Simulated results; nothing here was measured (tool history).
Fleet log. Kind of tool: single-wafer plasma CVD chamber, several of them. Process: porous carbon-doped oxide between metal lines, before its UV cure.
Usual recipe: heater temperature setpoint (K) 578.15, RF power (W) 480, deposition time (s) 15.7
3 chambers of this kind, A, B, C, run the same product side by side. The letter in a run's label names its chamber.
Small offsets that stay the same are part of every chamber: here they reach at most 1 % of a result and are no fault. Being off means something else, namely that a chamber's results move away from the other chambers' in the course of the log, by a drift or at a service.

run,hour,heater temperature setpoint (K),RF power (W),deposition time (s),"read-back reference wafer on the same gauge, thickness_nm",mean film thickness on the monitor wafer (angstrom)
1A,3.8,578.15,480,15.7,68.260,816.79
2C,8.1,578.15,480,15.7,68.339,824.67
3B,16.2,578.15,480,15.7,68.295,814.02
4B,23.0,578.15,480,15.7,68.269,812.75
5A,27.6,578.15,480,15.7,68.292,822.67
6C,33.7,578.15,480,15.7,68.318,823.11
7C,41.7,578.15,480,15.7,68.296,827.97
8A,47.5,578.15,480,15.7,68.271,822.03
9B,54.0,578.15,480,15.7,68.303,812.70
10B,60.0,578.15,395,14.1,68.271,632.92
# hour 64.4: chamber B: thermocouple changed; heater temperature recalibrated
11C,65.5,578.15,395,14.1,68.315,641.43
12A,71.8,578.15,395,14.1,68.266,640.51
13C,75.6,578.15,480,15.7,68.311,822.05
14A,81.8,578.15,480,15.7,68.264,822.07
15B,86.2,578.15,535,17.4,68.289,946.29
16A,94.2,578.15,535,17.4,68.347,975.68
17C,100.3,578.15,535,17.4,68.260,976.06
18B,108.6,578.15,480,15.7,68.284,796.81
19A,115.3,567.15,480,15.7,68.267,873.27
20C,121.3,567.15,480,15.7,68.286,878.59
21B,125.7,567.15,480,15.7,68.287,839.32
22C,130.0,578.15,480,15.7,68.337,826.29
23A,134.3,578.15,480,15.7,68.302,819.64
24B,141.3,578.15,480,15.7,68.236,791.64
25A,145.9,578.15,395,15.7,68.303,708.19
26B,152.8,578.15,395,15.7,68.240,687.05
27C,157.1,578.15,395,15.7,68.281,709.26

Next, all 3 chambers run the settings below, one line each with question marks for the results. What does each chamber give?
28A,163.1,566.15,480,15.7,,?
28B,163.1,566.15,480,15.7,,?
28C,163.1,566.15,480,15.7,,?

run,mean film thickness on the monitor wafer (angstrom)
28A,873.60
28B,846.77
28C,880.96

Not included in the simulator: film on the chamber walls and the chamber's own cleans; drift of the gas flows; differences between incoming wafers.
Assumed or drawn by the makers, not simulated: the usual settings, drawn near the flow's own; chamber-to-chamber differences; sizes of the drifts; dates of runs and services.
